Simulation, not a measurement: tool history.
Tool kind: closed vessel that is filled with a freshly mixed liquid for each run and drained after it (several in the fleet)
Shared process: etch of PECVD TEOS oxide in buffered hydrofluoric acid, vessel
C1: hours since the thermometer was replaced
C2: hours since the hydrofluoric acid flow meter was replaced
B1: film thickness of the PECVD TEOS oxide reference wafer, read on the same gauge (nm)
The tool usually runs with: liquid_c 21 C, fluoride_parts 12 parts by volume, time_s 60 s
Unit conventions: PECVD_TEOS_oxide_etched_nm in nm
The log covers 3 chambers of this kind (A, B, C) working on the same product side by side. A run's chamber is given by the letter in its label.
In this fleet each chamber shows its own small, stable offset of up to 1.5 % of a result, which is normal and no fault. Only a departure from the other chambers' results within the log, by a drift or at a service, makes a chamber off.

{"run": "1C", "hour": 8.1, "liquid_c": 21, "fluoride_parts": 12, "time_s": 60, "C1": 557.9, "C2": 2010.8, "B1": 49.998, "PECVD_TEOS_oxide_etched_nm": 119.07}
{"run": "2B", "hour": 19.8, "liquid_c": 21, "fluoride_parts": 12, "time_s": 60, "C1": 376.5, "C2": 1378.8, "B1": 50.012, "PECVD_TEOS_oxide_etched_nm": 117.31}
{"run": "3A", "hour": 27.5, "liquid_c": 21, "fluoride_parts": 12, "time_s": 60, "C1": 221.4, "C2": 626.8, "B1": 50.003, "PECVD_TEOS_oxide_etched_nm": 119.95}
{"run": "4C", "hour": 35.3, "liquid_c": 21, "fluoride_parts": 12, "time_s": 60, "C1": 585.1, "C2": 2038, "B1": 49.997, "PECVD_TEOS_oxide_etched_nm": 119.66}
{"run": "5A", "hour": 46.0, "liquid_c": 21, "fluoride_parts": 12, "time_s": 60, "C1": 239.9, "C2": 645.3, "B1": 49.972, "PECVD_TEOS_oxide_etched_nm": 119.43}
{"run": "6B", "hour": 52.0, "liquid_c": 21, "fluoride_parts": 12, "time_s": 60, "C1": 408.7, "C2": 1411, "B1": 50.012, "PECVD_TEOS_oxide_etched_nm": 116.85}
{"run": "7B", "hour": 58.3, "liquid_c": 21, "fluoride_parts": 12, "time_s": 60, "C1": 415, "C2": 1417.3, "B1": 49.989, "PECVD_TEOS_oxide_etched_nm": 116.93}
{"run": "8C", "hour": 64.1, "liquid_c": 21, "fluoride_parts": 12, "time_s": 60, "C1": 613.9, "C2": 2066.8, "B1": 49.976, "PECVD_TEOS_oxide_etched_nm": 117.86}
{"run": "9A", "hour": 72.0, "liquid_c": 25.5, "fluoride_parts": 12, "time_s": 30, "C1": 265.9, "C2": 671.3, "B1": 49.968, "PECVD_TEOS_oxide_etched_nm": 76.397}
{"run": "10A", "hour": 81.2, "liquid_c": 25.5, "fluoride_parts": 12, "time_s": 30, "C1": 275.1, "C2": 680.5, "B1": 50.01, "PECVD_TEOS_oxide_etched_nm": 76.474}
{"run": "11B", "hour": 89.4, "liquid_c": 25.5, "fluoride_parts": 12, "time_s": 30, "C1": 446.1, "C2": 1448.4, "B1": 50.055, "PECVD_TEOS_oxide_etched_nm": 75.114}
{"run": "12C", "hour": 99.2, "liquid_c": 21, "fluoride_parts": 12, "time_s": 60, "C1": 649, "C2": 2101.9, "B1": 50, "PECVD_TEOS_oxide_etched_nm": 119.04}
{"run": "13B", "hour": 108.0, "liquid_c": 21, "fluoride_parts": 12, "time_s": 60, "C1": 464.7, "C2": 1467, "B1": 50.014, "PECVD_TEOS_oxide_etched_nm": 117.62}
{"run": "14C", "hour": 115.0, "liquid_c": 21, "fluoride_parts": 12, "time_s": 60, "C1": 664.8, "C2": 2117.7, "B1": 50.028, "PECVD_TEOS_oxide_etched_nm": 118.59}
{"run": "15A", "hour": 122.2, "liquid_c": 21, "fluoride_parts": 12, "time_s": 60, "C1": 316.1, "C2": 721.5, "B1": 49.979, "PECVD_TEOS_oxide_etched_nm": 118.87}
{"run": "16B", "hour": 131.9, "liquid_c": 21, "fluoride_parts": 12, "time_s": 60, "C1": 488.6, "C2": 1490.9, "B1": 50.003, "PECVD_TEOS_oxide_etched_nm": 117.37}
{"run": "17A", "hour": 139.2, "liquid_c": 21, "fluoride_parts": 12, "time_s": 60, "C1": 333.1, "C2": 738.5, "B1": 50.024, "PECVD_TEOS_oxide_etched_nm": 120.2}
{"run": "18C", "hour": 144.5, "liquid_c": 21, "fluoride_parts": 12, "time_s": 60, "C1": 694.3, "C2": 2147.2, "B1": 49.982, "PECVD_TEOS_oxide_etched_nm": 118.93}
{"run": "19C", "hour": 150.9, "liquid_c": 21, "fluoride_parts": 12, "time_s": 60, "C1": 700.7, "C2": 2153.6, "B1": 50, "PECVD_TEOS_oxide_etched_nm": 119.69}
{"run": "20B", "hour": 160.5, "liquid_c": 21, "fluoride_parts": 12, "time_s": 60, "C1": 517.2, "C2": 1519.5, "B1": 50.021, "PECVD_TEOS_oxide_etched_nm": 117.97}
{"run": "21A", "hour": 170.0, "liquid_c": 21, "fluoride_parts": 12, "time_s": 60, "C1": 363.9, "C2": 769.3, "B1": 49.999, "PECVD_TEOS_oxide_etched_nm": 118.39}

What goes on in this fleet: one chamber off, a drifting gauge, or nothing beyond the chambers' own small offsets? Name the chamber and the cause, if any.

Beyond each chamber's small constant offset nothing stands out, and the gauge stays steady.

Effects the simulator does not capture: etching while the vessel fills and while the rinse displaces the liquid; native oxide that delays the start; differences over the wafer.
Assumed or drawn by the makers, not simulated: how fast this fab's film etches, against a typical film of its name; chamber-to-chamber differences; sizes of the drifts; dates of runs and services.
